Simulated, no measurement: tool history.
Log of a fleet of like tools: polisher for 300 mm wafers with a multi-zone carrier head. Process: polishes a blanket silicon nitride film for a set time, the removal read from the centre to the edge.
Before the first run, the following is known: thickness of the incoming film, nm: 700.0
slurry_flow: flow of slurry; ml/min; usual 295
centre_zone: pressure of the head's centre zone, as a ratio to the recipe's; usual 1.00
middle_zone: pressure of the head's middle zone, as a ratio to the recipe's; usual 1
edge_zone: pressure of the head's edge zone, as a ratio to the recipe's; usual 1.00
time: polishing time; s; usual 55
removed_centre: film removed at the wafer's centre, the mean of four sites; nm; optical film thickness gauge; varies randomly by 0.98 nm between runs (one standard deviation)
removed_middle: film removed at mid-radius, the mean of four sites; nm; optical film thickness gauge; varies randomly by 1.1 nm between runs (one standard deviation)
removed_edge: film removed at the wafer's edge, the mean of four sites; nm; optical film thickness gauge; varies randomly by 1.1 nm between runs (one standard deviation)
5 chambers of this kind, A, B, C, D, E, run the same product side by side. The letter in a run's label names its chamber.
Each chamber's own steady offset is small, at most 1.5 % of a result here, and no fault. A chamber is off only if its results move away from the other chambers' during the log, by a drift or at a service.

| run | hour | slurry_flow | centre_zone | middle_zone | edge_zone | time | wafers polished on this pad | hours since the slurry nozzle was cleaned | hours since the centre zone pressure was calibrated | hours since the edge zone pressure was calibrated | removed_centre | removed_middle | removed_edge |
|---|---|---|---|---|---|---|---|---|---|---|---|---|---|
| 1B | 6.2 | 295 | 1.00 | 1 | 1.00 | 55 | 619 | 43.8 | 1028.0 | 585.2 | 97.902 | 98.935 | 96.505 |
| 2C | 12.6 | 295 | 1.00 | 1 | 1.00 | 55 | 699 | 556.2 | 167.6 | 233.5 | 97.080 | 99.785 | 97.266 |
| 3D | 17.2 | 295 | 1.00 | 1 | 1.00 | 55 | 572 | 559.9 | 309.2 | 1122.0 | 96.961 | 95.161 | 101.130 |
|  | 19.4 | chamber D: centre zone pressure recalibrated |
|  | 20.2 | chamber E: worn pad replaced by a new one |
| 4E | 22.0 | 295 | 1.00 | 1 | 1.00 | 55 | 20 | 652.7 | 202.7 | 247.4 | 96.931 | 97.187 | 96.633 |
| 5A | 26.8 | 295 | 1.00 | 1 | 1.00 | 55 | 709 | 575.7 | 90.5 | 579.0 | 94.934 | 97.980 | 99.963 |
| 6E | 33.2 | 295 | 1.00 | 1 | 1.00 | 55 | 146 | 663.9 | 213.9 | 258.6 | 95.631 | 98.669 | 95.015 |
|  | 36.2 | chamber D: edge zone pressure recalibrated |
| 7B | 38.2 | 295 | 1.00 | 1 | 0.90 | 55 | 980 | 75.8 | 1060.0 | 617.2 | 97.508 | 98.265 | 91.239 |
|  | 40.7 | chamber C: slurry nozzle cleaned |
| 8C | 44.1 | 295 | 1.00 | 1 | 0.90 | 55 | 1055 | 3.4 | 199.1 | 265.0 | 95.564 | 95.897 | 89.524 |
| 9A | 47.3 | 295 | 1.00 | 1 | 0.90 | 55 | 941 | 596.2 | 111.0 | 599.5 | 96.537 | 97.531 | 91.588 |
| 10D | 50.7 | 295 | 1.00 | 1 | 0.90 | 55 | 949 | 593.4 | 31.4 | 14.5 | 98.850 | 97.828 | 91.929 |
| 11E | 57.0 | 295 | 1.00 | 1 | 0.90 | 55 | 415 | 687.7 | 237.7 | 282.4 | 96.368 | 99.007 | 91.783 |
|  | 63.0 | chamber D: worn pad replaced by a new one |
| 12A | 63.0 | 295 | 1.00 | 1 | 1.00 | 55 | 1118 | 611.9 | 126.7 | 615.2 | 95.841 | 98.331 | 99.622 |
| 13D | 69.2 | 295 | 1.00 | 1 | 1.00 | 55 | 70 | 611.9 | 49.9 | 33.0 | 96.425 | 98.182 | 97.728 |
|  | 73.8 | chamber B: worn pad replaced by a new one |
| 14C | 75.6 | 295 | 1.00 | 1 | 1.00 | 55 | 1410 | 34.9 | 230.6 | 296.5 | 93.729 | 93.470 | 92.876 |
| 15B | 80.8 | 295 | 1.00 | 1 | 1.00 | 55 | 79 | 118.4 | 1102.6 | 659.8 | 96.343 | 97.215 | 99.200 |
| 16C | 85.8 | 295 | 1.00 | 1 | 1.00 | 55 | 1525 | 45.1 | 240.8 | 306.7 | 91.854 | 93.945 | 91.365 |
|  | 86.0 | chamber A: worn pad replaced by a new one |
| 17E | 92.5 | 295 | 1.00 | 1 | 1.12 | 55 | 815 | 723.2 | 273.2 | 317.9 | 97.697 | 98.563 | 104.480 |
| 18D | 95.9 | 295 | 1.00 | 1 | 1.12 | 55 | 371 | 638.6 | 76.6 | 59.7 | 97.602 | 98.606 | 106.540 |
| 19A | 99.6 | 295 | 1.00 | 1 | 1.12 | 55 | 153 | 648.5 | 163.3 | 651.8 | 95.665 | 98.195 | 103.980 |
|  | 104.3 | chamber B: centre zone pressure recalibrated |
| 20B | 104.8 | 295 | 1.00 | 1 | 1.12 | 55 | 349 | 142.4 | 0.6 | 683.8 | 98.396 | 98.732 | 104.950 |
|  | 107.3 | chamber D: slurry nozzle cleaned |
| 21B | 109.3 | 295 | 1.00 | 1 | 1.12 | 55 | 400 | 146.9 | 5.1 | 688.3 | 98.337 | 100.180 | 105.390 |
| 22E | 113.0 | 295 | 1.00 | 1 | 1.00 | 55 | 1046 | 743.7 | 293.7 | 338.4 | 98.104 | 98.918 | 96.699 |
| 23C | 118.1 | 295 | 1.00 | 1 | 1.00 | 55 | 1889 | 77.4 | 273.1 | 339.0 | 90.213 | 90.240 | 88.329 |
| 24D | 121.3 | 295 | 1.08 | 1 | 1.00 | 55 | 658 | 14.1 | 102.0 | 85.1 | 106.860 | 99.102 | 98.665 |
| 25A | 126.1 | 295 | 1.08 | 1 | 1.00 | 55 | 452 | 675.0 | 189.8 | 678.3 | 106.980 | 98.150 | 98.898 |
| 26E | 130.2 | 295 | 1.08 | 1 | 1.00 | 55 | 1240 | 760.9 | 310.9 | 355.6 | 104.980 | 96.422 | 97.957 |
| 27A | 134.5 | 295 | 1.08 | 1 | 1.00 | 55 | 547 | 683.4 | 198.2 | 686.7 | 106.880 | 99.609 | 98.145 |
| 28D | 140.5 | 295 | 1.08 | 1 | 1.00 | 55 | 874 | 33.3 | 121.2 | 104.3 | 107.180 | 98.069 | 96.947 |
| 29C | 144.5 | 295 | 1.00 | 1 | 1.00 | 55 | 2187 | 103.8 | 299.5 | 365.4 | 87.640 | 88.700 | 87.705 |
| 30B | 149.2 | 295 | 1.00 | 1 | 1.00 | 55 | 850 | 186.8 | 45.0 | 728.2 | 98.629 | 97.251 | 97.100 |
| 31D | 153.9 | 295 | 1.00 | 1 | 1.00 | 55 | 1025 | 46.7 | 134.6 | 117.7 | 98.767 | 96.462 | 98.995 |
|  | 157.2 | chamber E: worn pad replaced by a new one |
| 32E | 158.0 | 295 | 1.00 | 1 | 1.00 | 55 | 9 | 788.7 | 338.7 | 383.4 | 98.481 | 99.318 | 96.804 |
| 33C | 161.3 | 295 | 1.00 | 1 | 1.00 | 55 | 2376 | 120.6 | 316.3 | 382.2 | 87.419 | 89.059 | 84.697 |

Each of the 5 chambers runs these same settings next. Fill in every chamber's results:
| 34A | 166.5 | 295 | 1.00 | 1 | 1.00 | 55 |  |  |  |  | ? | ? | ? |
| 34B | 166.5 | 295 | 1.00 | 1 | 1.00 | 55 |  |  |  |  | ? | ? | ? |
| 34C | 166.5 | 295 | 1.00 | 1 | 1.00 | 55 |  |  |  |  | ? | ? | ? |
| 34D | 166.5 | 295 | 1.00 | 1 | 1.00 | 55 |  |  |  |  | ? | ? | ? |
| 34E | 166.5 | 295 | 1.00 | 1 | 1.00 | 55 |  |  |  |  | ? | ? | ? |

| run | removed_centre | removed_middle | removed_edge |
|---|---|---|---|
| 34A | 96.090 | 97.744 | 96.867 |
| 34B | 98.718 | 95.858 | 98.485 |
| 34C | 85.736 | 88.268 | 86.059 |
| 34D | 96.936 | 98.058 | 97.186 |
| 34E | 97.985 | 98.460 | 96.295 |
